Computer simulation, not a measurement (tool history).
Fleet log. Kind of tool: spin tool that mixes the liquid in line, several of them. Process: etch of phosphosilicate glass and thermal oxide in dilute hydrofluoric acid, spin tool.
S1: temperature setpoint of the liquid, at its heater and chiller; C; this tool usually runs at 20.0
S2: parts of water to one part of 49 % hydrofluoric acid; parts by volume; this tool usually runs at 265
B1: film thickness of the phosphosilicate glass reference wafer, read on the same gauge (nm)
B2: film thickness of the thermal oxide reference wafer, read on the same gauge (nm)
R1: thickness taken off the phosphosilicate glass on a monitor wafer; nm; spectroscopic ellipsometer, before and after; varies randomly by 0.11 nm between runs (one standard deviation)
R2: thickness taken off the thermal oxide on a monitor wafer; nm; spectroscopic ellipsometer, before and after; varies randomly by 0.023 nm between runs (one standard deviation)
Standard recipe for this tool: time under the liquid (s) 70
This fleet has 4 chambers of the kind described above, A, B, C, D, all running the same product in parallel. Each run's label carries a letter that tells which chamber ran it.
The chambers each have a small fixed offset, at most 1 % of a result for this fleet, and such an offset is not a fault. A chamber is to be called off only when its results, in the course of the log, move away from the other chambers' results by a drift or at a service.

run 1A hour=10.3 | S1=20.0 S2=265 time_under_the_liquid_(s)=70 | B1=89.988 B2=109.99 | R1=19.7950 R2=0.90264
run 2D hour=16.5 | S1=20.0 S2=265 time_under_the_liquid_(s)=70 | B1=90.020 B2=109.99 | R1=19.5870 R2=0.86353
run 3B hour=26.6 | S1=20.0 S2=265 time_under_the_liquid_(s)=70 | B1=89.975 B2=110.03 | R1=19.8260 R2=0.87254
run 4C hour=33.2 | S1=20.0 S2=265 time_under_the_liquid_(s)=70 | B1=90.010 B2=109.98 | R1=19.7030 R2=0.87524
run 5B hour=44.6 | S1=21.5 S2=265 time_under_the_liquid_(s)=85 | B1=89.995 B2=109.98 | R1=25.4110 R2=1.12730
run 6D hour=55.0 | S1=21.5 S2=265 time_under_the_liquid_(s)=85 | B1=89.990 B2=109.98 | R1=25.1380 R2=1.11930
run 7C hour=67.0 | S1=21.5 S2=265 time_under_the_liquid_(s)=85 | B1=89.999 B2=109.99 | R1=25.4200 R2=1.08310
run 8A hour=77.5 | S1=21.5 S2=265 time_under_the_liquid_(s)=85 | B1=90.027 B2=109.97 | R1=25.4520 R2=1.12900
run 9D hour=89.5 | S1=20.0 S2=265 time_under_the_liquid_(s)=70 | B1=90.021 B2=109.94 | R1=19.4800 R2=0.88316
run 10B hour=96.9 | S1=20.0 S2=265 time_under_the_liquid_(s)=70 | B1=89.989 B2=109.97 | R1=19.7390 R2=0.89608
run 11A hour=106.8 | S1=20.0 S2=265 time_under_the_liquid_(s)=70 | B1=89.984 B2=110.00 | R1=19.7240 R2=0.88276
run 12C hour=113.7 | S1=20.0 S2=265 time_under_the_liquid_(s)=70 | B1=89.994 B2=110.03 | R1=19.7090 R2=0.91727
run 13C hour=125.4 | S1=20.0 S2=265 time_under_the_liquid_(s)=70 | B1=89.997 B2=110.02 | R1=19.8860 R2=0.87753
run 14A hour=133.9 | S1=20.0 S2=265 time_under_the_liquid_(s)=70 | B1=89.996 B2=109.97 | R1=19.8350 R2=0.91989
run 15D hour=141.1 | S1=20.0 S2=265 time_under_the_liquid_(s)=70 | B1=89.990 B2=110.04 | R1=19.4300 R2=0.93215
run 16B hour=152.1 | S1=20.0 S2=265 time_under_the_liquid_(s)=70 | B1=89.986 B2=110.00 | R1=19.9740 R2=0.91230
run 17D hour=159.8 | S1=20.0 S2=265 time_under_the_liquid_(s)=70 | B1=89.999 B2=110.04 | R1=19.4420 R2=0.84871
run 18B hour=169.7 | S1=20.0 S2=265 time_under_the_liquid_(s)=70 | B1=89.988 B2=110.04 | R1=19.7420 R2=0.85461
run 19C hour=179.3 | S1=20.0 S2=265 time_under_the_liquid_(s)=35 | B1=90.014 B2=109.96 | R1=9.8964 R2=0.43595
run 20A hour=188.3 | S1=20.0 S2=265 time_under_the_liquid_(s)=35 | B1=90.020 B2=110.04 | R1=9.9000 R2=0.43196
run 21B hour=197.9 | S1=20.0 S2=265 time_under_the_liquid_(s)=35 | B1=89.979 B2=109.96 | R1=9.8445 R2=0.43690
run 22C hour=206.6 | S1=20.0 S2=265 time_under_the_liquid_(s)=35 | B1=89.992 B2=110.06 | R1=9.8708 R2=0.44634
run 23D hour=214.9 | S1=20.0 S2=265 time_under_the_liquid_(s)=45 | B1=89.964 B2=109.99 | R1=12.5070 R2=0.59267
run 24A hour=221.4 | S1=20.0 S2=265 time_under_the_liquid_(s)=45 | B1=90.017 B2=109.96 | R1=12.6930 R2=0.57651
run 25A hour=227.5 | S1=20.0 S2=265 time_under_the_liquid_(s)=45 | B1=90.000 B2=110.01 | R1=12.6560 R2=0.58362
run 26D hour=239.8 | S1=20.0 S2=265 time_under_the_liquid_(s)=45 | B1=90.022 B2=109.96 | R1=12.4960 R2=0.56638
run 27C hour=250.9 | S1=17.5 S2=265 time_under_the_liquid_(s)=70 | B1=90.008 B2=110.00 | R1=17.8870 R2=0.82408

Read the log: is a single chamber off, either drifting away or since a service, is the gauge that measures every chamber drifting, or is nothing wrong beyond small per-chamber offsets? Name any odd chamber and what most likely caused it.

No chamber stands off beyond its own small offset, and the gauge holds steady.

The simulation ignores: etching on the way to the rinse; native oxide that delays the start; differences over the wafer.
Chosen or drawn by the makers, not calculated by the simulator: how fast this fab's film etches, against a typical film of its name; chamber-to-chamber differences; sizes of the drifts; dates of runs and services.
